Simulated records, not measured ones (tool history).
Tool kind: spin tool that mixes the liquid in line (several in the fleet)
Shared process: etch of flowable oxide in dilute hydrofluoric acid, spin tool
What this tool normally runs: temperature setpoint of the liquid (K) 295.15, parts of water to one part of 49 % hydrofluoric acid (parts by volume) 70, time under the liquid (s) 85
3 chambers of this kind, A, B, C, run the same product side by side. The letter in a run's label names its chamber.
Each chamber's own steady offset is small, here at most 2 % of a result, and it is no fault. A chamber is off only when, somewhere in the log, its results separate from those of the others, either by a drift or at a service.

| run | hour | temperature setpoint of the liquid (K) | parts of water to one part of 49 % hydrofluoric acid (parts by volume) | time under the liquid (s) | read-back film thickness of the flowable oxide reference wafer, read on the same gauge (nm) | thickness taken off the flowable oxide on a monitor wafer (angstrom) |
|---|---|---|---|---|---|---|
| 1C | 3.4 | 295.15 | 70 | 85 | 119.96 | 494.54 |
| 2B | 5.5 | 295.15 | 70 | 85 | 119.99 | 483.96 |
| 3A | 9.5 | 295.15 | 70 | 85 | 120.00 | 487.91 |
| 4B | 13.4 | 295.15 | 70 | 85 | 120.01 | 486.13 |
| 5C | 17.2 | 295.15 | 95 | 45 | 120.04 | 187.52 |
| 6A | 21.4 | 295.15 | 95 | 45 | 119.99 | 183.37 |
| 7C | 23.4 | 295.15 | 95 | 45 | 120.01 | 188.01 |
| 8A | 26.8 | 295.15 | 70 | 85 | 120.01 | 487.93 |
| 9B | 28.8 | 295.15 | 70 | 40 | 119.99 | 228.30 |
| 10B | 30.9 | 295.15 | 70 | 40 | 119.99 | 225.40 |
| 11A | 35.0 | 295.15 | 70 | 40 | 120.00 | 229.16 |
| 12C | 37.8 | 295.15 | 70 | 85 | 120.01 | 500.11 |
| 13B | 40.8 | 295.15 | 70 | 85 | 119.98 | 485.45 |
| 14A | 43.8 | 295.15 | 70 | 85 | 120.03 | 484.34 |
| 15C | 46.4 | 295.15 | 70 | 85 | 119.99 | 497.49 |
| 16A | 49.0 | 295.15 | 70 | 85 | 120.04 | 486.76 |
| 17B | 53.3 | 295.15 | 70 | 85 | 119.99 | 484.81 |
| 18C | 57.0 | 295.15 | 70 | 85 | 120.00 | 500.08 |
| 19C | 59.8 | 295.15 | 70 | 85 | 120.00 | 502.97 |
| 20B | 62.9 | 295.15 | 70 | 85 | 119.98 | 486.81 |
| 21A | 65.7 | 295.15 | 70 | 85 | 120.00 | 487.82 |
| 22C | 68.3 | 295.15 | 70 | 85 | 120.03 | 503.15 |
| 23A | 70.6 | 299.65 | 70 | 85 | 119.99 | 581.76 |
| 24B | 74.6 | 299.65 | 70 | 85 | 120.02 | 578.03 |
| 25A | 77.4 | 299.65 | 70 | 85 | 120.00 | 576.91 |
| 26C | 80.4 | 295.15 | 70 | 85 | 120.03 | 509.93 |
| 27B | 82.6 | 295.15 | 70 | 85 | 120.02 | 482.65 |
| 28B | 84.5 | 295.15 | 70 | 85 | 120.00 | 485.32 |

What goes on in this fleet: one chamber off, a drifting gauge, or nothing beyond the chambers' own small offsets? Name the chamber and the cause, if any.

One chamber, C, drifts off from the rest bit by bit.
Cause: hydrofluoric acid flow above the setpoint (%) = 3.48.
The log may not tell that from: liquid hotter than its thermometer reads (K).

Below are 4 candidate recipes for chamber C's next run, each the usual settings with a change, their results shown as question marks. Which of them brings C's results back in line with what the other chambers give on the usual settings?
In-line tolerance around the mean of the other chambers on the usual settings: thickness taken off the flowable oxide on a monitor wafer (angstrom) 7.20
| 29C-1 | 87.8 | 295.15 | 70 | 90 |  | ? |
| 29C-2 | 87.8 | 292.65 | 70 | 85 |  | ? |
| 29C-3 | 87.8 | 295.15 | 70 | 95 |  | ? |
| 29C-4 | 87.8 | 295.15 | 70 | 80 |  | ? |

The mean the other chambers reach with the usual settings: thickness taken off the flowable oxide on a monitor wafer (angstrom) 484.81
| run | thickness taken off the flowable oxide on a monitor wafer (angstrom) |
|---|---|
| 29C-1 | 544.29 |
| 29C-2 | 462.97 |
| 29C-3 | 574.53 |
| 29C-4 | 483.81 |
With 29C-4, the chamber falls back in line with the rest.
